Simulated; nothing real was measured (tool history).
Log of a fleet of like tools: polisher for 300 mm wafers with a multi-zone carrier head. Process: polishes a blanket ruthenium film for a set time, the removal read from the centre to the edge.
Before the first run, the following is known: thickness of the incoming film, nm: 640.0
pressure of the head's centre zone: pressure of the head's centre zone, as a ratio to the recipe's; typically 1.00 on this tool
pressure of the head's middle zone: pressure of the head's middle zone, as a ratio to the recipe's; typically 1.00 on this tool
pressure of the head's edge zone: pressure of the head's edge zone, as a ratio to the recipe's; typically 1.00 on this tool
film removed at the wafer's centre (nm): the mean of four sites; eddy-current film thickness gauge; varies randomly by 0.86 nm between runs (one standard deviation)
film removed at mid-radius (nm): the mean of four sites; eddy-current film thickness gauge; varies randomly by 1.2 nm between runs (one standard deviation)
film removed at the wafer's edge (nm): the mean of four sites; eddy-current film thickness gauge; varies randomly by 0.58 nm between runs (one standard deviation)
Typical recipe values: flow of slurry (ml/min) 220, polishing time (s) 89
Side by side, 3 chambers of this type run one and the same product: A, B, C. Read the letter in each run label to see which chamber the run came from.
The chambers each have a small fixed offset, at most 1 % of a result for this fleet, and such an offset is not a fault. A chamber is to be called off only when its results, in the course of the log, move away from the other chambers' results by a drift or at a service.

run,hour,flow of slurry (ml/min),pressure of the head's centre zone,pressure of the head's middle zone,pressure of the head's edge zone,polishing time (s),wafers polished on this pad,hours since the slurry nozzle was cleaned,hours since the centre zone pressure was calibrated,hours since the edge zone pressure was calibrated,film removed at the wafer's centre (nm),film removed at mid-radius (nm),film removed at the wafer's edge (nm)
1A,6.0,220,1.00,1.00,1.00,89,1047,308.1,125.6,399.6,89.091,88.594,88.963
2B,11.5,220,1.00,1.00,1.00,89,922,495.2,595.1,57.5,90.191,90.058,89.347
3C,15.7,220,1.00,1.00,1.00,89,878,512.6,222.9,234.9,89.723,90.357,89.481
4B,20.0,220,1.00,1.00,1.00,89,972,503.7,603.6,66.0,88.879,88.417,89.313
5C,28.9,220,1.00,1.00,1.00,89,955,525.8,236.1,248.1,87.440,90.786,89.345
6A,37.9,220,1.00,1.00,1.00,89,1233,340.0,157.5,431.5,88.456,88.401,88.134
7B,43.9,220,1.00,1.00,1.00,89,1111,527.6,627.5,89.9,88.015,87.307,89.106
8C,51.8,220,1.00,1.00,1.00,89,1088,548.7,259.0,271.0,88.872,87.458,89.525
9A,59.6,220,1.00,1.00,1.00,89,1360,361.7,179.2,453.2,89.688,88.166,88.597
10A,68.1,220,1.00,1.00,1.00,89,1409,370.2,187.7,461.7,88.749,87.047,88.520
# hour 68.3: chamber B: worn pad replaced by a new one
11B,76.2,190,0.94,1.00,1.00,89,46,559.9,659.8,122.2,81.529,88.874,88.462
# hour 81.5: chamber A: worn pad replaced by a new one
12C,82.4,190,0.94,1.00,1.00,89,1267,579.3,289.6,301.6,82.061,87.376,87.999
13C,86.4,190,0.94,1.00,1.00,89,1290,583.3,293.6,305.6,81.344,86.857,88.322
14B,90.3,220,1.00,1.00,1.00,99,128,574.0,673.9,136.3,98.825,100.610,99.937
15A,97.8,220,1.00,1.00,1.00,99,95,399.9,217.4,491.4,99.346,98.009,99.088
16C,105.6,220,1.00,1.00,1.00,99,1402,602.5,312.8,324.8,99.785,99.833,101.270
# hour 106.6: chamber C: slurry nozzle cleaned
17A,114.2,220,1.00,1.00,1.00,89,191,416.3,233.8,507.8,89.426,88.940,89.464
# hour 119.6: chamber C: worn pad replaced by a new one
18B,120.1,220,1.00,1.00,1.00,89,302,603.8,703.7,166.1,89.129,90.829,90.310
19B,124.4,220,1.00,1.00,1.00,89,327,608.1,708.0,170.4,89.173,90.818,89.820
20A,132.4,220,1.00,1.00,1.00,89,297,434.5,252.0,526.0,89.423,89.546,88.804
21C,140.8,220,1.00,1.00,1.00,89,123,34.3,348.0,360.0,89.569,90.737,90.203
22A,149.4,175,1.00,1.00,1.00,89,396,451.5,269.0,543.0,87.729,87.664,87.204
23C,158.4,175,1.00,1.00,1.00,89,226,51.9,365.6,377.6,86.824,86.851,88.089
24B,166.0,175,1.00,1.00,1.00,89,569,649.7,749.6,212.0,86.261,84.923,87.353
# hour 170.7: chamber B: centre zone pressure recalibrated
25B,172.9,220,1.00,1.00,1.00,89,610,656.6,2.3,218.9,85.267,89.743,89.415
26A,177.6,220,1.00,1.00,1.00,89,560,479.7,297.2,571.2,89.526,89.250,89.344
27C,181.9,220,1.00,1.00,1.00,89,363,75.4,389.1,401.1,89.720,92.646,90.354
28A,190.9,220,1.00,1.00,1.00,89,637,493.0,310.5,584.5,89.965,89.378,88.995
29C,198.9,220,1.00,1.00,1.00,89,462,92.4,406.1,418.1,89.170,91.960,90.358
# hour 199.4: chamber B: slurry nozzle cleaned
30B,207.7,220,1.00,1.00,1.00,89,812,8.4,37.1,253.7,82.548,88.451,90.633
31A,215.2,220,1.00,1.00,1.00,89,779,517.3,334.8,608.8,88.788,88.874,88.541
32C,223.6,220,1.00,1.00,1.00,89,606,117.1,430.8,442.8,89.517,93.005,90.334
33B,230.1,220,1.00,1.00,1.00,89,943,30.8,59.5,276.1,84.177,87.877,89.553
34B,234.0,195,1.00,1.00,1.00,89,966,34.7,63.4,280.0,81.950,85.348,88.471
35C,242.1,195,1.00,1.00,1.00,89,714,135.6,449.3,461.3,87.655,88.067,89.347
36A,246.1,195,1.00,1.00,1.00,89,959,548.2,365.7,639.7,86.843,88.728,87.722
37C,250.6,220,1.00,1.00,1.00,89,763,144.1,457.8,469.8,88.879,89.676,88.903
38B,257.0,220,1.08,1.05,1.00,89,1100,57.7,86.4,303.0,91.072,93.519,89.324
# hour 259.8: chamber B: worn pad replaced by a new one
39A,262.5,220,1.08,1.05,1.00,89,1055,564.6,382.1,656.1,96.556,94.059,88.877
40A,267.7,220,1.08,1.05,1.00,89,1085,569.8,387.3,661.3,96.909,95.327,88.663
41B,271.7,175,1.00,1.00,1.00,89,69,72.4,101.1,317.7,80.615,86.025,86.920

Each of the 3 chambers runs these same settings next. Fill in every chamber's results:
42A,278.2,220,1.00,1.00,1.05,89,,,,,?,?,?
42B,278.2,220,1.00,1.00,1.05,89,,,,,?,?,?
42C,278.2,220,1.00,1.00,1.05,89,,,,,?,?,?

run,film removed at the wafer's centre (nm),film removed at mid-radius (nm),film removed at the wafer's edge (nm)
42A,87.390,87.439,90.461
42B,83.551,89.458,92.835
42C,86.610,89.786,93.349
